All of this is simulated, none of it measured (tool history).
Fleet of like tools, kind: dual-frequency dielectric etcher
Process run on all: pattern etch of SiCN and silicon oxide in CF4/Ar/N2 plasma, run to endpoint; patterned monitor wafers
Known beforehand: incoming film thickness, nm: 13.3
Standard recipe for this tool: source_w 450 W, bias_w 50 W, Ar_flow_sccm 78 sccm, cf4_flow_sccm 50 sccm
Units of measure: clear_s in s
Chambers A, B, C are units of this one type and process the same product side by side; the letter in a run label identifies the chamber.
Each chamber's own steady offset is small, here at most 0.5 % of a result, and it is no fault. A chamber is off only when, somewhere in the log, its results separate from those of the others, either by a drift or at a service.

run,hour,source_w,bias_w,Ar_flow_sccm,cf4_flow_sccm,hours since the last wet clean,hours since the last source power generator calibration,hours since the last bias power generator calibration,hours since the last Ar flow controller change,hours since the last CF4 flow controller change,clear_s
1B,9.2,450,50,78,50,78.8,1154.4,711.1,4277.4,505.9,17.511
2C,18.2,450,50,78,50,353.8,426.1,2475.5,354.2,1260.3,17.716
3A,25.4,450,50,78,50,356.2,485.6,147.2,4223.1,1862.1,17.455
# hour 27.8: chamber C: wet clean of the chamber
4C,35.7,450,50,78,50,8.0,443.6,2493.0,371.7,1277.8,17.729
5A,41.2,450,50,78,50,372.0,501.4,163.0,4238.9,1877.9,17.535
6B,48.2,450,50,94,50,117.8,1193.4,750.1,4316.4,544.9,18.264
7A,56.6,450,50,94,50,387.4,516.8,178.4,4254.3,1893.3,18.069
8C,63.9,450,50,94,50,36.2,471.8,2521.2,399.9,1306.0,18.296
9B,70.8,450,50,78,50,140.4,1216.0,772.7,4339.0,567.5,17.639
10B,81.1,450,50,78,50,150.7,1226.3,783.0,4349.3,577.8,17.562
11C,90.9,450,50,78,50,63.2,498.8,2548.2,426.9,1333.0,17.813
12A,97.5,450,50,78,50,428.3,557.7,219.3,4295.2,1934.2,17.449
13A,107.6,450,50,78,50,438.4,567.8,229.4,4305.3,1944.3,17.500
14C,112.3,450,50,78,50,84.6,520.2,2569.6,448.3,1354.4,17.914
15B,120.4,350,50,78,38,190.0,1265.6,822.3,4388.6,617.1,22.959
16A,129.5,350,50,78,38,460.3,589.7,251.3,4327.2,1966.2,22.911
17C,136.1,350,50,78,38,108.4,544.0,2593.4,472.1,1378.2,23.657
18B,145.5,450,50,78,50,215.1,1290.7,847.4,4413.7,642.2,17.649
19B,150.1,450,50,78,62,219.7,1295.3,852.0,4418.3,646.8,17.054
20C,157.8,450,50,78,62,130.1,565.7,2615.1,493.8,1399.9,17.428
21A,167.3,450,50,78,62,498.1,627.5,289.1,4365.0,2004.0,16.942
22A,174.6,450,50,78,50,505.4,634.8,296.4,4372.3,2011.3,17.555
23B,180.5,450,50,78,50,250.1,1325.7,882.4,4448.7,677.2,17.534

Decide between three cases: one chamber stands off from its peers, the gauge reading all wafers drifts, or nothing is wrong past each chamber's small offset. Where a chamber is off, say which and what most likely put it there.

Chamber C drifts away from the others.
What lies behind it: source power that arrives under what is set, % = 2.66.
Not necessarily distinguishable in this log from: etch rate under this chamber's usual, %.

Which of the 4 candidates below, each the usual settings with something changed and its results left as question marks, puts chamber C back in line with what the other chambers give on the usual settings?
In-line tolerance around the mean of the other chambers on the usual settings: clear_s 0.210 s
24C-1,187.9,450,46,82,50,,,,,,?
24C-2,187.9,450,51,77,50,,,,,,?
24C-3,187.9,450,49,79,49,,,,,,?
24C-4,187.9,450,53,75,52,,,,,,?

On the usual settings, the other chambers give on average: clear_s 17.553 s
run,clear_s
24C-1,18.739
24C-2,17.937
24C-3,18.311
24C-4,17.525
It is 24C-4 that realigns the chamber with its peers.
